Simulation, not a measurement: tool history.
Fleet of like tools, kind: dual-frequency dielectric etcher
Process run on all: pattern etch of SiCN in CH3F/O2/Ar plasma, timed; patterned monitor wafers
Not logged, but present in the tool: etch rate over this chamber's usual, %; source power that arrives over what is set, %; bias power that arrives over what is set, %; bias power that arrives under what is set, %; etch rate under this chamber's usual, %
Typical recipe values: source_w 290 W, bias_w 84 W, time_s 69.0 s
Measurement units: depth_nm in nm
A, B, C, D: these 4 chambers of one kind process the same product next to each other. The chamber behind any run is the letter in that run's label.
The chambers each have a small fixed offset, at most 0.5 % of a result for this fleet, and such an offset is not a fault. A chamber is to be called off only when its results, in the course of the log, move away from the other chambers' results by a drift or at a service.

| run | hour | source_w | bias_w | time_s | hours since the last wet clean | hours since the last source power generator calibration | hours since the last bias power generator calibration | read-back reference wafer on the same gauge, depth_nm | depth_nm |
|---|---|---|---|---|---|---|---|---|---|
| 1C | 8.3 | 290 | 84 | 69.0 | 393.4 | 3183.8 | 1899.0 | 26.505 | 24.195 |
| 2D | 17.5 | 290 | 84 | 69.0 | 471.8 | 1273.9 | 1811.3 | 26.514 | 24.211 |
| 3A | 29.4 | 290 | 84 | 69.0 | 323.5 | 209.3 | 3167.0 | 26.515 | 24.371 |
|  | 30.0 | chamber C: wet clean of the chamber |
| 4B | 36.2 | 290 | 84 | 69.0 | 92.3 | 3427.3 | 1442.7 | 26.515 | 24.205 |
| 5C | 49.7 | 290 | 84 | 69.0 | 19.7 | 3225.2 | 1940.4 | 26.527 | 24.236 |
|  | 54.6 | chamber D: bias power generator calibrated |
| 6B | 56.7 | 290 | 84 | 69.0 | 112.8 | 3447.8 | 1463.2 | 26.535 | 24.168 |
| 7D | 64.3 | 290 | 84 | 69.0 | 518.6 | 1320.7 | 9.8 | 26.537 | 24.203 |
| 8A | 75.9 | 250 | 84 | 58.5 | 370.0 | 255.8 | 3213.5 | 26.551 | 19.523 |
|  | 82.0 | chamber D: wet clean of the chamber |
| 9B | 86.5 | 250 | 84 | 58.5 | 142.6 | 3477.6 | 1493.0 | 26.551 | 19.450 |
| 10D | 92.7 | 250 | 84 | 58.5 | 10.8 | 1349.1 | 38.2 | 26.548 | 19.488 |
| 11A | 99.3 | 250 | 84 | 58.5 | 393.4 | 279.2 | 3236.9 | 26.565 | 19.548 |
| 12C | 112.2 | 250 | 84 | 69.0 | 82.2 | 3287.7 | 2002.9 | 26.560 | 22.967 |
| 13D | 118.5 | 250 | 84 | 69.0 | 36.6 | 1374.9 | 64.0 | 26.576 | 22.958 |
| 14C | 127.4 | 250 | 84 | 69.0 | 97.4 | 3302.9 | 2018.1 | 26.581 | 23.023 |
| 15B | 140.4 | 250 | 84 | 69.0 | 196.5 | 3531.5 | 1546.9 | 26.585 | 23.063 |
| 16A | 151.7 | 290 | 84 | 69.0 | 445.8 | 331.6 | 3289.3 | 26.599 | 24.385 |
| 17B | 159.3 | 290 | 84 | 69.0 | 215.4 | 3550.4 | 1565.8 | 26.610 | 24.288 |
| 18C | 168.4 | 290 | 84 | 69.0 | 138.4 | 3343.9 | 2059.1 | 26.607 | 24.342 |
| 19D | 178.6 | 290 | 84 | 69.0 | 96.7 | 1435.0 | 124.1 | 26.627 | 24.275 |
| 20A | 189.4 | 290 | 84 | 69.0 | 483.5 | 369.3 | 3327.0 | 26.630 | 24.445 |
| 21A | 198.6 | 290 | 84 | 69.0 | 492.7 | 378.5 | 3336.2 | 26.617 | 24.382 |
| 22D | 208.5 | 290 | 84 | 69.0 | 126.6 | 1464.9 | 154.0 | 26.618 | 24.348 |
| 23B | 216.4 | 290 | 84 | 69.0 | 272.5 | 3607.5 | 1622.9 | 26.637 | 24.352 |
| 24C | 226.1 | 340 | 84 | 69.0 | 196.1 | 3401.6 | 2116.8 | 26.638 | 25.844 |
| 25A | 238.5 | 340 | 84 | 69.0 | 532.6 | 418.4 | 3376.1 | 26.657 | 25.948 |
| 26D | 251.3 | 340 | 84 | 69.0 | 169.4 | 1507.7 | 196.8 | 26.664 | 25.729 |
| 27B | 262.2 | 340 | 84 | 69.0 | 318.3 | 3653.3 | 1668.7 | 26.675 | 25.816 |

Each of the 4 chambers runs these same settings next. Fill in every chamber's results:
| 28A | 272.3 | 290 | 84 | 69.0 |  |  |  |  | ? |
| 28B | 272.3 | 290 | 84 | 69.0 |  |  |  |  | ? |
| 28C | 272.3 | 290 | 84 | 69.0 |  |  |  |  | ? |
| 28D | 272.3 | 290 | 84 | 69.0 |  |  |  |  | ? |

| run | depth_nm |
|---|---|
| 28A | 24.425 |
| 28B | 24.398 |
| 28C | 24.368 |
| 28D | 24.377 |

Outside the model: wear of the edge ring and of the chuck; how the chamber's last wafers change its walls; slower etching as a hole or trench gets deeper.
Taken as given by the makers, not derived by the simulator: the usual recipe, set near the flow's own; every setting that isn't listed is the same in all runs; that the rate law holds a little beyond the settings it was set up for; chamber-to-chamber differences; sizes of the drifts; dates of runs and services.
